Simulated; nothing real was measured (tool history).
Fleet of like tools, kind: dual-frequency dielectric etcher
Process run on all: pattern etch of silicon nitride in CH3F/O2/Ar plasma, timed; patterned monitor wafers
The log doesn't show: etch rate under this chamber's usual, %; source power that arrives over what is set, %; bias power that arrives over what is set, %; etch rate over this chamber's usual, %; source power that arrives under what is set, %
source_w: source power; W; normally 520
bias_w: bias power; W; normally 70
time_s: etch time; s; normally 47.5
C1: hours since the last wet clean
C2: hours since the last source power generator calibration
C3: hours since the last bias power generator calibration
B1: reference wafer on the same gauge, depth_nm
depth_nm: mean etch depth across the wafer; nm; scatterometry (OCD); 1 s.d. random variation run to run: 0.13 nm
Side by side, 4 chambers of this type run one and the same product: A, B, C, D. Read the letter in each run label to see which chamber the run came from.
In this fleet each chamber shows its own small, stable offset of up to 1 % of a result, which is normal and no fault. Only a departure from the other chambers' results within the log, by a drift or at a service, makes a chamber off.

Run 1B, hour 5.2: usual settings; C1 121.1; C2 1427.7; C3 2285.6; B1 29.793. Result: depth_nm 36.473 nm.
At hour 5.9: chamber C: wet clean of the chamber.
Run 2A, hour 14.5: usual settings; C1 422.6; C2 2129.5; C3 435.3; B1 29.784. Result: depth_nm 36.562 nm.
Run 3D, hour 22.0: usual settings; C1 149.4; C2 368.0; C3 869.0; B1 29.807. Result: depth_nm 36.239 nm.
Run 4C, hour 27.5: usual settings; C1 21.7; C2 1349.5; C3 1918.9; B1 29.792. Result: depth_nm 36.214 nm.
Run 5D, hour 34.8: usual settings but source_w 610 W, bias_w 60 W; C1 162.2; C2 380.8; C3 881.8; B1 29.785. Result: depth_nm 36.576 nm.
Run 6C, hour 41.8: usual settings but source_w 610 W, bias_w 60 W; C1 36.0; C2 1363.8; C3 1933.2; B1 29.811. Result: depth_nm 36.548 nm.
Run 7A, hour 49.1: usual settings but source_w 610 W, bias_w 60 W; C1 457.2; C2 2164.1; C3 469.9; B1 29.771. Result: depth_nm 37.131 nm.
Run 8B, hour 55.2: usual settings but source_w 610 W, bias_w 60 W; C1 171.1; C2 1477.7; C3 2335.6; B1 29.812. Result: depth_nm 36.812 nm.
Run 9C, hour 59.7: usual settings; C1 53.9; C2 1381.7; C3 1951.1; B1 29.799. Result: depth_nm 36.160 nm.
At hour 66.8: chamber C: bias power generator calibrated.
Run 10B, hour 68.7: usual settings; C1 184.6; C2 1491.2; C3 2349.1; B1 29.821. Result: depth_nm 36.373 nm.
Run 11A, hour 74.5: usual settings; C1 482.6; C2 2189.5; C3 495.3; B1 29.813. Result: depth_nm 36.777 nm.
Run 12D, hour 84.5: usual settings; C1 211.9; C2 430.5; C3 931.5; B1 29.805. Result: depth_nm 36.131 nm.
Run 13B, hour 92.7: usual settings but bias_w 57 W; C1 208.6; C2 1515.2; C3 2373.1; B1 29.807. Result: depth_nm 34.084 nm.
Run 14C, hour 101.4: usual settings but bias_w 57 W; C1 95.6; C2 1423.4; C3 34.7; B1 29.821. Result: depth_nm 33.925 nm.
Run 15D, hour 108.3: usual settings but bias_w 57 W; C1 235.7; C2 454.3; C3 955.3; B1 29.816. Result: depth_nm 33.658 nm.
Run 16A, hour 117.0: usual settings but bias_w 57 W; C1 525.1; C2 2232.0; C3 537.8; B1 29.799. Result: depth_nm 34.327 nm.
Run 17A, hour 127.2: usual settings; C1 535.3; C2 2242.2; C3 548.0; B1 29.828. Result: depth_nm 36.476 nm.
Run 18B, hour 133.0: usual settings; C1 248.9; C2 1555.5; C3 2413.4; B1 29.809. Result: depth_nm 36.475 nm.
Run 19D, hour 137.7: usual settings but source_w 580 W; C1 265.1; C2 483.7; C3 984.7; B1 29.818. Result: depth_nm 37.203 nm.
At hour 138.3: chamber A: wet clean of the chamber.
Run 20C, hour 143.2: usual settings but source_w 580 W; C1 137.4; C2 1465.2; C3 76.5; B1 29.810. Result: depth_nm 37.418 nm.
Run 21C, hour 153.1: usual settings but source_w 580 W; C1 147.3; C2 1475.1; C3 86.4; B1 29.840. Result: depth_nm 37.501 nm.
Run 22D, hour 160.8: usual settings but source_w 580 W; C1 288.2; C2 506.8; C3 1007.8; B1 29.807. Result: depth_nm 37.014 nm.
Run 23B, hour 166.3: usual settings but bias_w 64 W; C1 282.2; C2 1588.8; C3 2446.7; B1 29.795. Result: depth_nm 35.414 nm.
Run 24A, hour 171.0: usual settings but bias_w 64 W; C1 32.7; C2 2286.0; C3 591.8; B1 29.775. Result: depth_nm 35.734 nm.
Run 25C, hour 177.9: usual settings but bias_w 64 W; C1 172.1; C2 1499.9; C3 111.2; B1 29.794. Result: depth_nm 34.860 nm.
Run 26D, hour 184.3: usual settings but bias_w 64 W; C1 311.7; C2 530.3; C3 1031.3; B1 29.812. Result: depth_nm 34.439 nm.
Run 27A, hour 188.8: usual settings; C1 50.5; C2 2303.8; C3 609.6; B1 29.777. Result: depth_nm 37.033 nm.
Run 28B, hour 197.6: usual settings; C1 313.5; C2 1620.1; C3 2478.0; B1 29.825. Result: depth_nm 36.348 nm.
Run 29D, hour 204.3: usual settings; C1 331.7; C2 550.3; C3 1051.3; B1 29.787. Result: depth_nm 34.993 nm.
Run 30A, hour 210.1: usual settings; C1 71.8; C2 2325.1; C3 630.9; B1 29.807. Result: depth_nm 36.797 nm.
Run 31C, hour 218.1: usual settings; C1 212.3; C2 1540.1; C3 151.4; B1 29.807. Result: depth_nm 36.058 nm.
Run 32B, hour 223.3: usual settings but time_s 54.5 s; C1 339.2; C2 1645.8; C3 2503.7; B1 29.800. Result: depth_nm 41.753 nm.
Run 33D, hour 229.9: usual settings but time_s 54.5 s; C1 357.3; C2 575.9; C3 1076.9; B1 29.814. Result: depth_nm 39.798 nm.
Run 34B, hour 237.7: usual settings but time_s 54.5 s; C1 353.6; C2 1660.2; C3 2518.1; B1 29.815. Result: depth_nm 41.804 nm.

The same settings go to every chamber for the next run, one line per chamber below. Forecast the results for each:
Run 35A, hour 245.2: usual settings but bias_w 83 W. Result: depth_nm ?.
Run 35B, hour 245.2: usual settings but bias_w 83 W. Result: depth_nm ?.
Run 35C, hour 245.2: usual settings but bias_w 83 W. Result: depth_nm ?.
Run 35D, hour 245.2: usual settings but bias_w 83 W. Result: depth_nm ?.

run  depth_nm
35A    38.956
35B    38.656
35C    38.246
35D    36.423

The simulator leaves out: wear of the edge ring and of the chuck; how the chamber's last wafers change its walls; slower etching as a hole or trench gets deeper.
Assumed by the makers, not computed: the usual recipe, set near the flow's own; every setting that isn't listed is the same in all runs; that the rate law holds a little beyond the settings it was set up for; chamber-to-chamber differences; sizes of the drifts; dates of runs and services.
